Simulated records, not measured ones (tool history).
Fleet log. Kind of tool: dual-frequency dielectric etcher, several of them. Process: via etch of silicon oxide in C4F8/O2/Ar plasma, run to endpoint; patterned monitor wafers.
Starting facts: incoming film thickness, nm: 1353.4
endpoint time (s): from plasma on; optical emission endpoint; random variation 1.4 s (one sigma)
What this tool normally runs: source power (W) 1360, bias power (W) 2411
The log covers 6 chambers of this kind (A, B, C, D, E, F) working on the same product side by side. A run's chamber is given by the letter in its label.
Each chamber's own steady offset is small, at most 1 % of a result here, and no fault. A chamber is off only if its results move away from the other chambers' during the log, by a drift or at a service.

Run 1A, hour 3.7: usual settings. Result: endpoint time (s) 293.46.
Run 2F, hour 8.3: usual settings. Result: endpoint time (s) 294.61.
Run 3B, hour 11.7: usual settings. Result: endpoint time (s) 292.12.
Run 4E, hour 14.2: usual settings. Result: endpoint time (s) 291.88.
Run 5D, hour 17.1: usual settings. Result: endpoint time (s) 293.50.
At hour 19.4: chamber F: wet clean of the chamber.
Run 6C, hour 20.3: usual settings. Result: endpoint time (s) 295.73.
Run 7A, hour 25.1: usual settings. Result: endpoint time (s) 292.43.
Run 8D, hour 28.5: usual settings. Result: endpoint time (s) 291.90.
Run 9E, hour 31.9: usual settings. Result: endpoint time (s) 293.52.
Run 10B, hour 37.1: usual settings. Result: endpoint time (s) 293.55.
At hour 39.1: chamber B: wet clean of the chamber.
Run 11C, hour 40.8: usual settings. Result: endpoint time (s) 295.92.
Run 12F, hour 44.2: usual settings. Result: endpoint time (s) 292.09.
Run 13D, hour 48.7: usual settings. Result: endpoint time (s) 290.42.
Run 14C, hour 51.1: usual settings. Result: endpoint time (s) 297.11.
Run 15F, hour 55.3: usual settings. Result: endpoint time (s) 292.97.
Run 16E, hour 58.9: usual settings. Result: endpoint time (s) 294.41.
Run 17A, hour 63.5: usual settings. Result: endpoint time (s) 295.72.
Run 18B, hour 66.8: usual settings. Result: endpoint time (s) 291.04.
Run 19D, hour 70.0: usual settings. Result: endpoint time (s) 293.38.
Run 20C, hour 75.2: usual settings. Result: endpoint time (s) 296.91.
Run 21E, hour 79.8: usual settings. Result: endpoint time (s) 292.52.
Run 22B, hour 83.4: usual settings. Result: endpoint time (s) 292.58.
Run 23F, hour 88.0: usual settings but source power (W) 1040. Result: endpoint time (s) 327.85.
Run 24A, hour 92.0: usual settings but source power (W) 1040. Result: endpoint time (s) 327.19.
Run 25F, hour 96.3: usual settings but source power (W) 1040. Result: endpoint time (s) 324.58.
Run 26B, hour 99.4: usual settings but source power (W) 1040. Result: endpoint time (s) 324.86.
Run 27A, hour 103.6: usual settings but source power (W) 1040. Result: endpoint time (s) 329.77.
Run 28C, hour 107.9: usual settings but source power (W) 1040. Result: endpoint time (s) 330.28.
Run 29E, hour 110.4: usual settings. Result: endpoint time (s) 291.89.
Run 30D, hour 112.9: usual settings. Result: endpoint time (s) 294.19.
Run 31E, hour 116.6: usual settings but source power (W) 1520, bias power (W) 2938. Result: endpoint time (s) 263.45.
Run 32F, hour 121.3: usual settings but source power (W) 1520, bias power (W) 2938. Result: endpoint time (s) 264.91.
Run 33B, hour 125.3: usual settings but source power (W) 1520, bias power (W) 2938. Result: endpoint time (s) 262.47.
Run 34C, hour 130.3: usual settings but source power (W) 1520, bias power (W) 2938. Result: endpoint time (s) 274.49.
Run 35A, hour 134.8: usual settings but source power (W) 1520, bias power (W) 2938. Result: endpoint time (s) 267.64.
Run 36D, hour 138.5: usual settings but source power (W) 1520, bias power (W) 2938. Result: endpoint time (s) 264.75.
Run 37C, hour 140.9: usual settings. Result: endpoint time (s) 302.44.
Run 38E, hour 144.3: usual settings. Result: endpoint time (s) 293.00.
Run 39D, hour 147.2: usual settings. Result: endpoint time (s) 294.64.
Run 40B, hour 151.2: usual settings but bias power (W) 2822. Result: endpoint time (s) 276.71.
Run 41A, hour 154.7: usual settings but bias power (W) 2822. Result: endpoint time (s) 281.01.
Run 42F, hour 157.3: usual settings but bias power (W) 2822. Result: endpoint time (s) 279.62.
Run 43B, hour 162.0: usual settings but bias power (W) 2822. Result: endpoint time (s) 276.37.
Run 44F, hour 167.1: usual settings but bias power (W) 2822. Result: endpoint time (s) 279.59.

The same settings go to every chamber for the next run, one line per chamber below. Forecast the results for each:
Run 45A, hour 170.9: usual settings but bias power (W) 1849. Result: endpoint time (s) ?.
Run 45B, hour 170.9: usual settings but bias power (W) 1849. Result: endpoint time (s) ?.
Run 45C, hour 170.9: usual settings but bias power (W) 1849. Result: endpoint time (s) ?.
Run 45D, hour 170.9: usual settings but bias power (W) 1849. Result: endpoint time (s) ?.
Run 45E, hour 170.9: usual settings but bias power (W) 1849. Result: endpoint time (s) ?.
Run 45F, hour 170.9: usual settings but bias power (W) 1849. Result: endpoint time (s) ?.

run  endpoint time (s)
45A             318.10
45B             315.96
45C             330.89
45D             317.57
45E             317.42
45F             318.93
